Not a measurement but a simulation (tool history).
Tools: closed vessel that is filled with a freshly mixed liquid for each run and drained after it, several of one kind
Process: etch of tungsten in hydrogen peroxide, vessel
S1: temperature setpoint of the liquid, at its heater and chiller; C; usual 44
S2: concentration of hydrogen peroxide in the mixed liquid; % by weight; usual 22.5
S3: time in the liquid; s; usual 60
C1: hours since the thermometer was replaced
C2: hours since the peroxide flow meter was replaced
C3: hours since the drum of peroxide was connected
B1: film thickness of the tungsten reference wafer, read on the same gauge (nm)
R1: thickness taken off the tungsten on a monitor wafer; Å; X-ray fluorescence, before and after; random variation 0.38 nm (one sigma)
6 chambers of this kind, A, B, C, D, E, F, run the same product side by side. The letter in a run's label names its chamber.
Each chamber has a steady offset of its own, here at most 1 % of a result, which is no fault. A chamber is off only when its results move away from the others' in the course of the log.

run	day	S1	S2	S3	C1	C2	C3	B1	R1
1D	0.571	44	22.5	60	423.6	740.1	692.6	29.987	522.34
2A	0.958	44	22.5	60	146.8	865.6	616.8	30.010	513.06
3B	1.321	44	22.5	60	432.1	139.2	97.2	29.993	514.57
4E	1.967	44	22.5	60	1521.7	1425.7	297.5	30.019	516.19
5F	2.538	44	22.5	60	108.4	1301.3	540.5	29.993	513.61
6C	3.062	44	22.5	60	809.1	2071.3	805.7	30.020	507.77
# day 3.396: chamber F: new drum of peroxide connected
7A	3.725	44	22.5	60	213.2	932.0	683.2	30.005	524.50
8E	4.212	44	22.5	60	1575.6	1479.6	351.4	30.004	522.15
9F	4.650	44	22.5	60	159.1	1352.0	30.1	29.996	515.72
10B	5.021	44	16.5	60	520.9	228.0	186.0	30.002	441.97
# day 5.192: chamber E: new drum of peroxide connected
11D	5.508	44	16.5	60	542.1	858.6	811.1	30.035	452.41
12C	6.125	44	16.5	60	882.6	2144.8	879.2	30.011	440.02
13E	6.475	44	16.5	60	1629.9	1533.9	30.8	29.991	446.66
14D	6.767	44	16.5	60	572.3	888.8	841.3	30.004	444.96
# day 6.817: chamber D: new drum of peroxide connected
15A	7.350	44	16.5	60	300.2	1019.0	770.2	29.958	441.38
16F	7.879	44	22.5	60	236.6	1429.5	107.6	29.990	523.28
17B	8.483	44	22.5	60	604.0	311.1	269.1	29.984	519.07
18C	8.958	44	22.5	60	950.6	2212.8	947.2	30.007	519.40
19F	9.546	44	22.5	60	276.6	1469.5	147.6	30.028	517.56
20A	9.883	44	22.5	60	361.0	1079.8	831.0	29.975	523.03
# day 9.904: chamber C: thermometer replaced
21C	10.404	52	22.5	60	12.0	2247.5	981.9	30.013	848.08
22D	10.842	52	22.5	60	670.1	986.6	96.7	29.994	848.31
23B	11.483	52	22.5	60	676.0	383.1	341.1	30.013	844.43
24E	11.962	52	22.5	60	1761.6	1665.6	162.5	30.009	846.58
25F	12.512	52	22.5	60	347.8	1540.7	218.8	30.002	852.06
26A	12.838	52	22.5	60	431.9	1150.7	901.9	30.011	855.70
27B	13.154	44	22.5	60	716.1	423.2	381.2	30.023	522.99
# day 13.600: chamber A: thermometer replaced
28E	13.658	38	22.5	60	1802.3	1706.3	203.2	30.008	354.41
29C	14.229	38	22.5	60	103.8	2339.3	1073.7	29.962	351.20
30D	14.862	38	22.5	60	766.6	1083.1	193.2	30.040	342.95
31C	15.433	38	22.5	60	132.7	2368.2	1102.6	30.016	352.94
32E	15.971	38	22.5	60	1857.8	1761.8	258.7	30.014	356.75
# day 16.150: chamber D: peroxide flow meter replaced
33B	16.267	38	22.5	60	790.8	497.9	455.9	29.998	353.93
34D	16.862	44	22.5	60	814.6	17.2	241.2	30.020	502.05
35A	17.438	44	22.5	60	92.2	1261.1	1012.3	29.980	524.93
# day 17.704: chamber E: thermometer replaced
36F	18.092	44	22.5	60	481.7	1674.6	352.7	29.964	519.58
37E	18.475	44	22.5	60	18.5	1821.9	318.8	30.040	520.00
# day 18.583: chamber F: thermometer replaced
# day 18.883: chamber B: new drum of peroxide connected
38F	19.104	44	22.5	60	12.5	1698.9	377.0	29.987	515.13
39D	19.712	44	22.5	60	883.0	85.6	309.6	29.976	487.50
40C	20.100	44	22.5	60	244.7	2480.2	1214.6	30.014	523.79
41A	20.525	49	22.5	60	166.3	1335.2	1086.4	30.013	716.30
42B	20.979	49	22.5	60	903.9	611.0	50.3	30.021	706.49
43F	21.492	49	22.5	60	69.8	1756.2	434.3	29.993	706.26
44A	22.112	49	22.5	60	204.4	1373.3	1124.5	30.000	717.66

Next, every chamber runs the same settings. What will each give?
45A	22.596	44	22.5	60					?
45B	22.596	44	22.5	60					?
45C	22.596	44	22.5	60					?
45D	22.596	44	22.5	60					?
45E	22.596	44	22.5	60					?
45F	22.596	44	22.5	60					?

run	R1
45A	528.94
45B	523.80
45C	508.95
45D	485.79
45E	519.81
45F	513.04

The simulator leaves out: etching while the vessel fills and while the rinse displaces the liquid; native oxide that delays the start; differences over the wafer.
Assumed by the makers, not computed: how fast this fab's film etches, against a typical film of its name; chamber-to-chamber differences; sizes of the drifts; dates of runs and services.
